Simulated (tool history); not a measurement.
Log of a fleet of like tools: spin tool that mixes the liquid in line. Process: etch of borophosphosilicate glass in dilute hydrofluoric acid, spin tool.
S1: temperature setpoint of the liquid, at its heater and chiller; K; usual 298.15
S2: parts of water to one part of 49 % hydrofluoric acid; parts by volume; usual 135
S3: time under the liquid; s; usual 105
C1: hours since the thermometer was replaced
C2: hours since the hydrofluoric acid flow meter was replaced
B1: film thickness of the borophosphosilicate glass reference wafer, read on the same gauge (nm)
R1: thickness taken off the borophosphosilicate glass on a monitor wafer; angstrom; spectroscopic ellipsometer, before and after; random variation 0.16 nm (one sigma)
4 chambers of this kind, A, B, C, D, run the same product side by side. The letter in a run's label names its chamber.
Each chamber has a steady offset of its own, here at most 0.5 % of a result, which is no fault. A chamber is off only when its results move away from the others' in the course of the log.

Run 1D, hour 9.5: usual settings; C1 1633; C2 275.2; B1 80.007. Result: R1 253.83 angstrom.
Run 2B, hour 14.4: usual settings; C1 1561.3; C2 562.3; B1 80.036. Result: R1 254.93 angstrom.
Run 3C, hour 24.2: usual settings; C1 1130; C2 51.1; B1 79.963. Result: R1 253.32 angstrom.
Run 4A, hour 33.4: usual settings; C1 453.8; C2 320; B1 80.012. Result: R1 254.84 angstrom.
Run 5B, hour 38.3: usual settings; C1 1585.2; C2 586.2; B1 80.001. Result: R1 252.43 angstrom.
Run 6A, hour 46: usual settings; C1 466.4; C2 332.6; B1 80.024. Result: R1 254.05 angstrom.
Run 7C, hour 54.8: usual settings; C1 1160.6; C2 81.7; B1 79.987. Result: R1 247.9 angstrom.
Run 8D, hour 63.3: usual settings but S1 302.15 K, S3 85 s; C1 1686.8; C2 329; B1 80.007. Result: R1 232.29 angstrom.
Run 9C, hour 69.5: usual settings but S1 302.15 K, S3 85 s; C1 1175.3; C2 96.4; B1 79.981. Result: R1 235.21 angstrom.
Run 10A, hour 79.6: usual settings but S1 302.15 K, S3 85 s; C1 500; C2 366.2; B1 79.953. Result: R1 238.05 angstrom.
Run 11B, hour 85.9: usual settings but S1 302.15 K, S3 85 s; C1 1632.8; C2 633.8; B1 79.977. Result: R1 239.16 angstrom.
Run 12D, hour 96.4: usual settings; C1 1719.9; C2 362.1; B1 80.013. Result: R1 245.49 angstrom.
Run 13A, hour 101.9: usual settings; C1 522.3; C2 388.5; B1 79.992. Result: R1 253.38 angstrom.
Run 14B, hour 106.5: usual settings; C1 1653.4; C2 654.4; B1 80.011. Result: R1 249.58 angstrom.
Run 15C, hour 115.2: usual settings; C1 1221; C2 142.1; B1 80.021. Result: R1 251.42 angstrom.
Run 16D, hour 122.5: usual settings; C1 1746; C2 388.2; B1 79.988. Result: R1 243.07 angstrom.
Run 17B, hour 132.8: usual settings; C1 1679.7; C2 680.7; B1 80. Result: R1 252.68 angstrom.
Run 18A, hour 139.3: usual settings but S1 294.15 K; C1 559.7; C2 425.9; B1 79.971. Result: R1 218.4 angstrom.
Run 19D, hour 149.3: usual settings but S1 294.15 K; C1 1772.8; C2 415; B1 80.018. Result: R1 205.61 angstrom.
Run 20C, hour 157: usual settings but S1 294.15 K; C1 1262.8; C2 183.9; B1 79.997. Result: R1 214.66 angstrom.
Run 21A, hour 162.5: usual settings but S1 294.15 K; C1 582.9; C2 449.1; B1 80.011. Result: R1 217.53 angstrom.
Run 22D, hour 168: usual settings; C1 1791.5; C2 433.7; B1 80.011. Result: R1 237.53 angstrom.
Run 23C, hour 174.2: usual settings; C1 1280; C2 201.1; B1 80.019. Result: R1 251.36 angstrom.
Run 24B, hour 181.3: usual settings but S1 293.65 K, S3 125 s; C1 1728.2; C2 729.2; B1 80.002. Result: R1 249.77 angstrom.
At hour 183: chamber A: thermometer replaced.
Run 25C, hour 187.5: usual settings but S1 293.65 K, S3 125 s; C1 1293.3; C2 214.4; B1 79.964. Result: R1 248.26 angstrom.
Run 26A, hour 193.2: usual settings but S1 293.65 K, S3 125 s; C1 10.2; C2 479.8; B1 79.987. Result: R1 253.45 angstrom.
Run 27D, hour 198.7: usual settings but S1 293.65 K, S3 125 s; C1 1822.2; C2 464.4; B1 79.995. Result: R1 234.51 angstrom.

All 4 chambers run these settings next. Forecast each chamber's results:
Run 28A, hour 206.3: usual settings. Result: R1 ?.
Run 28B, hour 206.3: usual settings. Result: R1 ?.
Run 28C, hour 206.3: usual settings. Result: R1 ?.
Run 28D, hour 206.3: usual settings. Result: R1 ?.

run      R1
28A  253.82
28B  253.83
28C  250.48
28D  235.07

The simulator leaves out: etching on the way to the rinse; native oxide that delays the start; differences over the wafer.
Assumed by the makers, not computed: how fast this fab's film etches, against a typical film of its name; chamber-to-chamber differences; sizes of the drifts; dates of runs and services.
